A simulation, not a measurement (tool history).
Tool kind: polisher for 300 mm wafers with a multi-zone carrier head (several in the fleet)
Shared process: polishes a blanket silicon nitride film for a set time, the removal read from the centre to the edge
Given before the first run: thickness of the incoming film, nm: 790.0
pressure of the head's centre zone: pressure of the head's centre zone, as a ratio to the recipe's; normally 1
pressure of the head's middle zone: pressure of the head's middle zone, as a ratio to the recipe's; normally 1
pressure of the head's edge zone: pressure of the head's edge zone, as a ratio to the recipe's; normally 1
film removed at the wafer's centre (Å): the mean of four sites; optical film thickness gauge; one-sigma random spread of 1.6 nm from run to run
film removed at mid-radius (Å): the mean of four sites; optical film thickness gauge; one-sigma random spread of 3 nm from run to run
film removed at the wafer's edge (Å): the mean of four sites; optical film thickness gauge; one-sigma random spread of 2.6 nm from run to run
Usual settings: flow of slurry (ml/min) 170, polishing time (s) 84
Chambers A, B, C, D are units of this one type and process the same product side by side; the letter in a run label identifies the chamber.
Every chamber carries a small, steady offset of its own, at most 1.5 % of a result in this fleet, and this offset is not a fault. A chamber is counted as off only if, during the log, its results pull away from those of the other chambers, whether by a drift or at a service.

run    day  flow of slurry (ml/min)  pressure of the head's centre zone  pressure of the head's middle zone  pressure of the head's edge zone  polishing time (s)  film removed at the wafer's centre (Å)  film removed at mid-radius (Å)  film removed at the wafer's edge (Å)
     0.079  -- chamber B: worn pad replaced by a new one
 1C  0.217                      170                                   1                                   1                                 1                  84                                  2235.6                          2257.7                                2226.7
     0.421  -- chamber A: worn pad replaced by a new one
 2A  0.458                      170                                   1                                   1                                 1                  84                                  2244.2                          2185.8                                2260.5
 3D  0.621                      170                                   1                                   1                                 1                  84                                  2263.7                          2210.3                                2244.5
 4B  0.817                      170                                   1                                   1                                 1                  84                                    2228                          2244.2                                2256.2
     0.842  -- chamber C: slurry nozzle cleaned
 5D  1.004                      170                                   1                                   1                                 1                  84                                  2217.3                          2210.3                                2233.1
 6A  1.146                      170                                   1                                   1                                 1                  84                                  2228.7                            2211                                2212.1
 7C  1.362                      170                                   1                                   1                                 1                  84                                  2264.5                          2252.7                                2271.5
 8B  1.621                      170                                   1                                   1                                 1                  84                                  2222.6                          2191.2                                2231.8
 9A   1.85                      170                                   1                                   1                                 1                  84                                  2225.7                            2239                                2216.9
     2.079  -- chamber D: worn pad replaced by a new one
10B  2.129                      170                                   1                                   1                                 1                  84                                  2202.8                            2202                                2231.8
     2.354  -- chamber A: worn pad replaced by a new one
11D  2.421                      170                                   1                                   1                                 1                  84                                  2254.7                          2273.7                                2241.9
     2.429  -- chamber C: worn pad replaced by a new one
12C  2.583                      170                                   1                                   1                                 1                  84                                  2236.8                          2182.9                                2271.3
     2.712  -- chamber C: centre zone pressure recalibrated
13C  2.829                      115                                   1                                   1                                 1                  84                                  2071.6                          2108.1                                  2084
     2.946  -- chamber D: slurry nozzle cleaned
14A  3.058                      115                                   1                                   1                                 1                  84                                    2044                          2033.6                                2112.3
15B  3.312                      115                                   1                                   1                                 1                  84                                  2033.7                          2072.3                                  2097
16D  3.604                      115                                   1                                   1                                 1                  84                                  2052.4                          2053.9                                2065.4
17D  3.825                      170                                   1                                   1                                 1                  84                                  2239.8                          2181.8                                2205.1
18C  4.008                      170                                   1                                   1                                 1                  84                                  2274.8                            2181                                2247.5
19B  4.167                      170                                   1                                   1                                 1                  84                                  2223.2                          2191.1                                2198.5
     4.288  -- chamber B: worn pad replaced by a new one
     4.329  -- chamber D: worn pad replaced by a new one
20A  4.412                      210                                   1                                1.09                                 1                  84                                  2318.9                          2510.3                                2285.4
     4.467  -- chamber A: worn pad replaced by a new one
21B    4.6                      210                                   1                                1.09                                 1                  84                                  2321.8                          2531.5                                2274.4
22A  4.754                      210                                   1                                1.09                                 1                  84                                  2333.8                          2510.7                                2278.2
      4.85  -- chamber D: edge zone pressure recalibrated
       4.9  -- chamber C: worn pad replaced by a new one
23C  4.912                      210                                   1                                1.09                                 1                  84                                    2317                          2509.8                                2259.6
24D  5.171                      190                                   1                                0.93                                 1                  84                                  2327.8                            2161                                2265.5
25C  5.383                      190                                   1                                0.93                                 1                  84                                  2290.1                          2089.9                                2250.4
26B  5.538                      190                                   1                                0.93                                 1                  84                                  2290.8                          2091.9                                2237.4
27A  5.779                      190                                   1                                0.93                                 1                  84                                  2250.9                          2124.8                                2277.7
28D  6.075                      170                                   1                                   1                                 1                  84                                  2276.1                          2227.3                                2242.5
29C  6.258                      170                                   1                                   1                                 1                  84                                  2257.4                          2235.8                                2270.4
     6.271  -- chamber A: worn pad replaced by a new one
30D  6.533                      170                                   1                                   1                                 1                  84                                  2285.8                          2299.4                                2205.4
31B  6.712                      170                                   1                                   1                                 1                  84                                  2227.8                          2236.3                                2224.6
32A  6.929                      170                                   1                                   1                                 1                  84                                  2262.5                          2223.1                                2205.3
     7.033  -- chamber D: worn pad replaced by a new one
     7.175  -- chamber B: edge zone pressure recalibrated
33C  7.221                      170                                   1                                   1                                 1                  84                                  2256.8                          2210.4                                  2196
     7.246  -- chamber B: slurry nozzle cleaned
     7.275  -- chamber C: worn pad replaced by a new one
34A  7.433                      170                                   1                                   1                                 1                  84                                  2276.2                          2201.5                                  2243
     7.654  -- chamber C: edge zone pressure recalibrated
35B  7.717                      170                                   1                                   1                                 1                  84                                  2237.6                          2219.3                                2217.3
36D  7.896                      170                                   1                                   1                                 1                  84                                  2331.7                          2219.6                                2220.9
37B  8.058                      170                                   1                                   1                                 1                  84                                  2215.4                          2262.8                                2204.7
     8.296  -- chamber A: centre zone pressure recalibrated
38D    8.3                      170                                   1                                   1                                 1                  84                                  2291.1                          2278.6                                2196.8
     8.462  -- chamber A: worn pad replaced by a new one
     8.538  -- chamber B: worn pad replaced by a new one
39A  8.571                      170                                   1                                   1                                 1                  84                                  2245.5                          2217.2                                2214.3
40C  8.833                      170                                   1                                   1                                 1                  84                                  2226.6                          2226.9                                  2237
41D      9                      170                                   1                                   1                                 1                  84                                  2351.5                          2258.2                                2182.8
42B  9.188                      170                                   1                                   1                                 1                  84                                  2232.8                          2239.4                                2259.2
43A  9.488                      170                                   1                                   1                                 1                  84                                  2266.7                          2207.1                                2206.8
     9.596  -- chamber C: worn pad replaced by a new one
44C  9.783                      170                                   1                                   1                                 1                  84                                  2249.5                          2230.7                                2238.9

Each of the 4 chambers runs these same settings next. Fill in every chamber's results:
45A  10.004                      170                                   1                                   1                              0.95                  84                                       ?                               ?                                     ?
45B  10.004                      170                                   1                                   1                              0.95                  84                                       ?                               ?                                     ?
45C  10.004                      170                                   1                                   1                              0.95                  84                                       ?                               ?                                     ?
45D  10.004                      170                                   1                                   1                              0.95                  84                                       ?                               ?                                     ?

run  film removed at the wafer's centre (Å)  film removed at mid-radius (Å)  film removed at the wafer's edge (Å)
45A                                  2235.6                          2248.2                                2163.2
45B                                  2208.1                          2282.2                                2199.8
45C                                  2246.8                          2207.9                                2148.8
45D                                  2325.7                          2241.7                                  2163

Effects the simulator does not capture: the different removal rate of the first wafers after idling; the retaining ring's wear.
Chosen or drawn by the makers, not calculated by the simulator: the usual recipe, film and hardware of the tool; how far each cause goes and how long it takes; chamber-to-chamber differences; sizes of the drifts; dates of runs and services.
